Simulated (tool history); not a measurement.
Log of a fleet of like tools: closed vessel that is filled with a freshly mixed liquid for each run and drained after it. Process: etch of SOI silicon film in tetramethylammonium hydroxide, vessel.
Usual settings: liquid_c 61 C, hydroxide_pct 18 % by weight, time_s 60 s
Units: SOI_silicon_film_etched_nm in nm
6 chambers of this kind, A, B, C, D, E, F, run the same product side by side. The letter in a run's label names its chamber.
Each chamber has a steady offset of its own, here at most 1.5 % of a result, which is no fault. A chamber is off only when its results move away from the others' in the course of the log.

run	hour	liquid_c	hydroxide_pct	time_s	read-back film thickness of the SOI silicon film reference wafer, read on the same gauge (nm)	SOI_silicon_film_etched_nm
1A	5.8	61	18	60	130	202.62
2B	10.2	61	18	60	129.98	200.96
3C	17.3	61	18	60	129.99	203.97
4E	23.4	61	18	60	129.99	203.96
5D	28	61	18	60	130.01	203.01
6F	34.6	61	18	60	130.03	200.65
# hour 37.1: chamber E: thermometer replaced
7F	42	61	18	60	129.99	200.66
8D	50.1	61	18	60	129.99	201.65
9C	58.5	61	18	60	129.99	203.59
10B	67.8	61	18	60	129.99	198.81
11A	75.2	61	18	60	130.03	206.07
12E	80	61	18	60	129.99	206.63
13E	88.2	61	18	60	130.04	203.53
14F	93	61	18	60	130.01	202.41
15D	99.6	58.5	18	40	129.99	114.83
16A	107.9	58.5	18	40	129.96	116.63
17B	112.8	58.5	18	40	130.01	112.98
18C	121.7	58.5	18	40	129.97	116.59
19E	126.4	58.5	18	40	129.99	115.57
20B	134.9	58.5	18	40	129.98	112.72
21D	142.4	61	18	60	130.04	201.27
22C	147.5	61	18	60	129.98	203.72
23A	152.1	61	18	60	129.98	206.64
24F	159.3	61	18	60	130.01	203.42
25E	163.8	61	18	60	129.99	204.98
26C	169.1	53.5	21	60	130.01	119
27A	177.7	53.5	21	60	129.99	117.23
28B	183.4	53.5	21	60	130.02	111.95
29F	188.7	53.5	21	60	129.97	116.13
30D	195.7	53.5	21	60	129.98	117.03
31C	201.9	53.5	21	60	129.96	117.34
32F	210.2	61	18	60	129.99	202.23
33E	218.4	61	18	60	130.01	204.11
34B	225.7	56.5	15	60	130.02	157.09
35A	232.3	56.5	15	60	130	163.33
36D	240.9	56.5	15	60	129.98	163.79
37A	248.6	56.5	15	60	130	162.66
38D	254.6	56.5	15	60	129.98	161.85
39E	263.3	56.5	15	60	129.97	162.39
40C	268.6	61	18	60	130.02	204.61
41F	274.5	61	18	60	130.02	202.56
42B	279.8	61	18	60	129.98	194.9

All 6 chambers run these settings next. Forecast each chamber's results:
43A	286.8	61	23	60		?
43B	286.8	61	23	60		?
43C	286.8	61	23	60		?
43D	286.8	61	23	60		?
43E	286.8	61	23	60		?
43F	286.8	61	23	60		?

run	SOI_silicon_film_etched_nm
43A	176.8
43B	157.51
43C	177.07
43D	173.63
43E	175.42
43F	175.22
